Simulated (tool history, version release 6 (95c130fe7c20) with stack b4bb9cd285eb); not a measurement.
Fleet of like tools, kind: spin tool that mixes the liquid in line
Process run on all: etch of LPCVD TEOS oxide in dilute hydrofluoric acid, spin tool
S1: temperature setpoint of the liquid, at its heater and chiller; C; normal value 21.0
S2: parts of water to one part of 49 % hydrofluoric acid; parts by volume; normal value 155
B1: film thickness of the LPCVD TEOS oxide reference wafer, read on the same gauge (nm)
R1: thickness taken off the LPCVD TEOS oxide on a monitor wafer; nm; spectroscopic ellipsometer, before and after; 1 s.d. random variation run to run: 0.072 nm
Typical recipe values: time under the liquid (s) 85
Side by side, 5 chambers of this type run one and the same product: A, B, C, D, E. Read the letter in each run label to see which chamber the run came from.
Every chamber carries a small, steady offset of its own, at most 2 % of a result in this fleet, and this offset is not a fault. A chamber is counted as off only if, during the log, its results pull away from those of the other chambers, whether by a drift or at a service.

Run 1B, hour 8.6: usual settings; B1 90.029. Result: R1 8.6812 nm.
Run 2D, hour 18.2: usual settings; B1 90.018. Result: R1 8.6853 nm.
Run 3E, hour 22.4: usual settings; B1 89.998. Result: R1 8.5389 nm.
Run 4C, hour 29.2: usual settings; B1 90.000. Result: R1 8.4633 nm.
Run 5A, hour 34.8: usual settings; B1 89.975. Result: R1 8.8482 nm.
Run 6B, hour 42.3: usual settings but time under the liquid (s) 130; B1 90.012. Result: R1 12.9410 nm.
Run 7D, hour 49.8: usual settings but time under the liquid (s) 130; B1 90.017. Result: R1 13.2520 nm.
Run 8C, hour 54.0: usual settings but time under the liquid (s) 130; B1 90.012. Result: R1 13.1090 nm.
Run 9A, hour 58.8: usual settings but time under the liquid (s) 130; B1 89.996. Result: R1 13.4450 nm.
Run 10E, hour 66.7: usual settings but time under the liquid (s) 130; B1 90.004. Result: R1 13.1230 nm.
Run 11C, hour 74.9: usual settings but S2 185 parts by volume; B1 89.985. Result: R1 6.9710 nm.
Run 12E, hour 81.6: usual settings but S2 185 parts by volume; B1 89.978. Result: R1 6.9890 nm.
At hour 85.3: chamber C: thermometer replaced.
At hour 89.0: chamber D: hydrofluoric acid flow meter replaced.
Run 13B, hour 89.0: usual settings but S2 185 parts by volume; B1 90.022. Result: R1 6.9112 nm.
Run 14D, hour 95.8: usual settings but S2 185 parts by volume; B1 89.998. Result: R1 7.0949 nm.
Run 15A, hour 105.3: usual settings but S2 185 parts by volume; B1 90.001. Result: R1 7.1143 nm.
Run 16A, hour 110.2: usual settings but S1 25.0 C, time under the liquid (s) 120; B1 89.996. Result: R1 14.5490 nm.
Run 17E, hour 119.2: usual settings but S1 25.0 C, time under the liquid (s) 120; B1 89.999. Result: R1 14.2530 nm.
Run 18C, hour 124.5: usual settings but S1 25.0 C, time under the liquid (s) 120; B1 90.016. Result: R1 14.0350 nm.
Run 19B, hour 134.4: usual settings but S1 25.0 C, time under the liquid (s) 120; B1 90.005. Result: R1 13.9330 nm.
Run 20D, hour 141.0: usual settings but S1 25.0 C, time under the liquid (s) 120; B1 90.003. Result: R1 14.2320 nm.
Run 21A, hour 145.3: usual settings; B1 89.985. Result: R1 8.7076 nm.
Run 22D, hour 155.1: usual settings; B1 90.003. Result: R1 8.6550 nm.
Run 23E, hour 160.7: usual settings; B1 89.990. Result: R1 8.7140 nm.
Run 24B, hour 166.7: usual settings; B1 89.990. Result: R1 8.2592 nm.
Run 25C, hour 173.3: usual settings; B1 89.988. Result: R1 8.5582 nm.
Run 26A, hour 178.0: usual settings; B1 89.989. Result: R1 8.6023 nm.
Run 27B, hour 185.4: usual settings; B1 90.007. Result: R1 8.3371 nm.
Run 28D, hour 192.3: usual settings but S1 23.5 C, S2 120 parts by volume; B1 89.994. Result: R1 12.8080 nm.
Run 29C, hour 196.9: usual settings but S1 23.5 C, S2 120 parts by volume; B1 90.004. Result: R1 12.7810 nm.
Run 30E, hour 201.7: usual settings but S1 23.5 C, S2 120 parts by volume; B1 89.989. Result: R1 12.5920 nm.
Run 31B, hour 210.7: usual settings but S1 23.5 C, S2 120 parts by volume; B1 90.005. Result: R1 12.3460 nm.
Run 32D, hour 219.1: usual settings but S1 23.5 C, S2 120 parts by volume; B1 90.009. Result: R1 12.6160 nm.
Run 33A, hour 228.7: usual settings but S1 25.5 C; B1 90.008. Result: R1 10.3080 nm.
Run 34C, hour 235.4: usual settings but S1 25.5 C; B1 89.998. Result: R1 10.0120 nm.
Run 35E, hour 244.0: usual settings but S1 25.5 C; B1 89.984. Result: R1 10.0830 nm.
Run 36E, hour 248.4: usual settings but S1 25.5 C; B1 89.970. Result: R1 10.0950 nm.
Run 37D, hour 255.5: usual settings but S1 25.5 C; B1 90.001. Result: R1 10.3150 nm.
Run 38A, hour 262.4: usual settings; B1 90.002. Result: R1 8.8196 nm.
Run 39C, hour 271.9: usual settings; B1 89.993. Result: R1 8.5498 nm.
Run 40B, hour 281.0: usual settings; B1 89.988. Result: R1 8.2043 nm.

All chambers now run identical settings, listed one chamber a line with results as question marks. What results will each chamber show?
Run 41A, hour 288.1: usual settings. Result: R1 ?.
Run 41B, hour 288.1: usual settings. Result: R1 ?.
Run 41C, hour 288.1: usual settings. Result: R1 ?.
Run 41D, hour 288.1: usual settings. Result: R1 ?.
Run 41E, hour 288.1: usual settings. Result: R1 ?.

run      R1
41A  8.8999
41B  8.2350
41C  8.6509
41D  8.5429
41E  8.6612

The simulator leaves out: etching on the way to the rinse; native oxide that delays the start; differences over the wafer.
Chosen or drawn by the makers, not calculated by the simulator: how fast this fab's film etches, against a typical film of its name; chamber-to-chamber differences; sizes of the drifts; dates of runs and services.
